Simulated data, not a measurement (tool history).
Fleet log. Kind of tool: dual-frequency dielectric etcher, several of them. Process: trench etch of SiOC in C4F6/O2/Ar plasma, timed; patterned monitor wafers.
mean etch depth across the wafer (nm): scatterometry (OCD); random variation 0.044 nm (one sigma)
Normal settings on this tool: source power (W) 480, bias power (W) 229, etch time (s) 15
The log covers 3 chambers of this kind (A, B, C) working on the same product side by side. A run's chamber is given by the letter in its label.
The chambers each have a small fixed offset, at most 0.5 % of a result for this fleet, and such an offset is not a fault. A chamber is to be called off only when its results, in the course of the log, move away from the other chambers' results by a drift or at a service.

run  hour  source power (W)  bias power (W)  etch time (s)  hours since the last wet clean  hours since the last source power generator calibration  hours since the last bias power generator calibration  read-back reference wafer on the same gauge, depth_nm  mean etch depth across the wafer (nm)
 1A   3.6               480             229             15                           191.6                                                   3720.4                                                 2805.5                                                 40.682                                 36.329
 2C   5.9               480             229             15                            16.7                                                    706.2                                                 1752.4                                                 40.687                                  36.29
 3B   8.3               480             229             15                            35.8                                                    316.8                                                  305.3                                                 40.675                                 36.156
 4B  12.3               480             229             15                            39.8                                                    320.8                                                  309.3                                                 40.669                                 36.156
 5C  14.6               480             229             15                            25.4                                                    714.9                                                 1761.1                                                 40.656                                 36.174
 6A  17.3               420             283             15                           205.3                                                   3734.1                                                 2819.2                                                 40.662                                 37.093
 7A  19.8               420             283             15                           207.8                                                   3736.6                                                 2821.7                                                 40.654                                 36.946
 8B  23.6               420             283             15                            51.1                                                    332.1                                                  320.6                                                 40.639                                 36.791
 9C  27.5               580             229             15                            38.3                                                    727.8                                                   1774                                                 40.641                                 38.967
10B  29.7               580             229             15                            57.2                                                    338.2                                                  326.7                                                 40.628                                 38.877
11A  33.8               580             229             15                           221.8                                                   3750.6                                                 2835.7                                                 40.626                                 39.029
12C  37.7               480             229             15                            48.5                                                      738                                                 1784.2                                                 40.615                                 36.168
13C  40.7               480             229             15                            51.5                                                      741                                                 1787.2                                                 40.606                                 36.175
14B  43.6               480             250             19                            71.1                                                    352.1                                                  340.6                                                 40.612                                 46.985
15A  45.8               480             250             19                           233.8                                                   3762.6                                                 2847.7                                                  40.59                                 47.235
16B    49               480             250             19                            76.5                                                    357.5                                                    346                                                 40.579                                 47.022
17C  53.1               480             229             15                            63.9                                                    753.4                                                 1799.6                                                 40.574                                 36.146
18A  57.1               480             229             15                           245.1                                                   3773.9                                                   2859                                                 40.562                                 36.226
19B  59.5               480             196           12.5                              87                                                      368                                                  356.5                                                 40.559                                 28.546
20C  63.3               480             196           12.5                            74.1                                                    763.6                                                 1809.8                                                 40.563                                 28.587
21A  67.1               480             196           12.5                           255.1                                                   3783.9                                                   2869                                                 40.558                                 28.665
22C  69.7               480             229             15                            80.5                                                      770                                                 1816.2                                                 40.552                                 36.102
23A  72.6               480             229             15                           260.6                                                   3789.4                                                 2874.5                                                  40.54                                 36.235
24B  76.2               480             229             15                           103.7                                                    384.7                                                  373.2                                                 40.532                                 35.986
25C  80.6               480             229             15                            91.4                                                    780.9                                                 1827.1                                                 40.516                                 36.059
26A    83               480             229             15                             271                                                   3799.8                                                 2884.9                                                 40.502                                 36.088
27B  85.1               480             229             15                           112.6                                                    393.6                                                  382.1                                                 40.522                                 36.066
28A  88.3               480             229             15                           276.3                                                   3805.1                                                 2890.2                                                 40.515                                  36.15

Read the log: is a single chamber off, either drifting away or since a service, is the gauge that measures every chamber drifting, or is nothing wrong beyond small per-chamber offsets? Name any odd chamber and what most likely caused it.

Every chamber seems to shift together because the gauge that measures them all drifts; the chambers themselves are fine.
Most likely cause: gauge reads low (%) = 0.5.

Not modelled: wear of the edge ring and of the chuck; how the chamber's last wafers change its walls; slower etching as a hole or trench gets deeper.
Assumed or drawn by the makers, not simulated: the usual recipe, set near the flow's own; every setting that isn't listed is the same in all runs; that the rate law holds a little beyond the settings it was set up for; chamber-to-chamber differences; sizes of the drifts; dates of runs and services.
